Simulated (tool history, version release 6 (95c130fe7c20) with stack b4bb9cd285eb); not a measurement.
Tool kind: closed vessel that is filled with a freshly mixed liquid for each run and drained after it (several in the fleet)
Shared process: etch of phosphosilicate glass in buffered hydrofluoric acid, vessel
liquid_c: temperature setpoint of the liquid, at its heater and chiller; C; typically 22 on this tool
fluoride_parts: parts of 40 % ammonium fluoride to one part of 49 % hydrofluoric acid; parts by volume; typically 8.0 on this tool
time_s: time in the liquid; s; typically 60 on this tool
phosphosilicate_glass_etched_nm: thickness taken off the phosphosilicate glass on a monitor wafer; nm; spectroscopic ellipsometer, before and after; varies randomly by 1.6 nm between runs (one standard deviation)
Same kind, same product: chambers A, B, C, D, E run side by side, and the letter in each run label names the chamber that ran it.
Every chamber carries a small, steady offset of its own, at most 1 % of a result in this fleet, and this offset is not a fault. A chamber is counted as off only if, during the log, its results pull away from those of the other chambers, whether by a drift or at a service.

run   hour  liquid_c  fluoride_parts  time_s  read-back film thickness of the phosphosilicate glass reference wafer, read on the same gauge (nm)  phosphosilicate_glass_etched_nm
 1E    9.2        22             8.0      60                                                                                              120.07                           285.08
      10.7  -- chamber E: thermometer replaced
 2D   19.0        22             8.0      60                                                                                              119.99                           285.53
 3C   29.9        22             8.0      60                                                                                              120.03                           284.70
 4B   42.6        22             8.0      60                                                                                              120.00                           290.41
 5A   56.3        22             8.0      60                                                                                              120.02                           289.10
 6C   63.7        22             8.0      60                                                                                              119.99                           286.24
 7A   75.6        22             8.0      60                                                                                              119.97                           287.21
 8B   87.3        22             8.0      60                                                                                              120.02                           288.75
 9D   97.4        22             8.0      60                                                                                              120.00                           283.03
10E  109.7        22             8.0      60                                                                                              120.00                           282.41
11A  125.6        22             8.0      60                                                                                              119.97                           286.93
12E  139.5        22             8.0      60                                                                                              119.99                           286.28
13B  152.6        22             8.0      60                                                                                              120.00                           286.50
14D  161.0        22             8.0      60                                                                                              120.00                           283.21
     165.5  -- chamber A: hydrofluoric acid flow meter replaced
15C  175.0        22             8.0      60                                                                                              120.00                           284.12
16D  184.3        22             8.0      60                                                                                              120.02                           285.80
17C  191.6        22             8.0      60                                                                                              120.01                           283.26
18E  199.6        22             8.0      60                                                                                              119.99                           284.58
19A  213.7        22             8.0      60                                                                                              120.00                           286.66
20B  229.4        22             8.0      60                                                                                              120.00                           285.37
21B  238.8        22             9.5      85                                                                                              120.00                           348.56
22A  248.1        22             9.5      85                                                                                              119.97                           350.38
23E  262.6        22             9.5      85                                                                                              120.02                           343.56
24D  271.2        22             9.5      85                                                                                              120.03                           332.48
25C  283.6        22             9.5      85                                                                                              120.00                           344.00
26C  292.9        22             6.0      30                                                                                              120.03                           190.49
27E  301.0        22             6.0      30                                                                                              119.95                           187.94
28B  314.7        22             6.0      30                                                                                              119.98                           192.83
29A  327.0        22             6.0      30                                                                                              120.01                           191.20
30D  339.1        22             6.0      30                                                                                              120.00                           178.64
31A  355.2        22             8.0      60                                                                                              120.00                           287.57

Is one chamber out of step, is the gauge drifting, or do the chambers differ by no more than their own small offsets? For an off chamber, give its letter and the likeliest cause.

Chamber D drifts away from the others.
What lies behind it: liquid colder than its thermometer reads (K) = 1.15.
Not necessarily distinguishable in this log from: hydrofluoric acid flow below the setpoint (%).

Chamber D could run next with any of the 4 candidate recipes listed below; each alters the usual settings, and their results appear as question marks. Which one brings its results back in line with what the other chambers deliver on the usual settings?
Maximum distance from the other chambers' mean on the usual settings for a result to count as in line: phosphosilicate_glass_etched_nm 5.60 nm
32D-1  367.1      23.0             8.0      60                                                                                                                                    ?
32D-2  367.1      21.0             8.0      60                                                                                                                                    ?
32D-3  367.1      22.5             8.0      65                                                                                                                                    ?
32D-4  367.1      20.0             8.0      60                                                                                                                                    ?

What the other chambers average on the usual settings: phosphosilicate_glass_etched_nm 286.34 nm
  run  phosphosilicate_glass_etched_nm
32D-1                           284.57
32D-2                           254.33
32D-3                           299.71
32D-4                           240.29
The right change is 32D-1: it brings the chamber back within the allowed miss of the others.
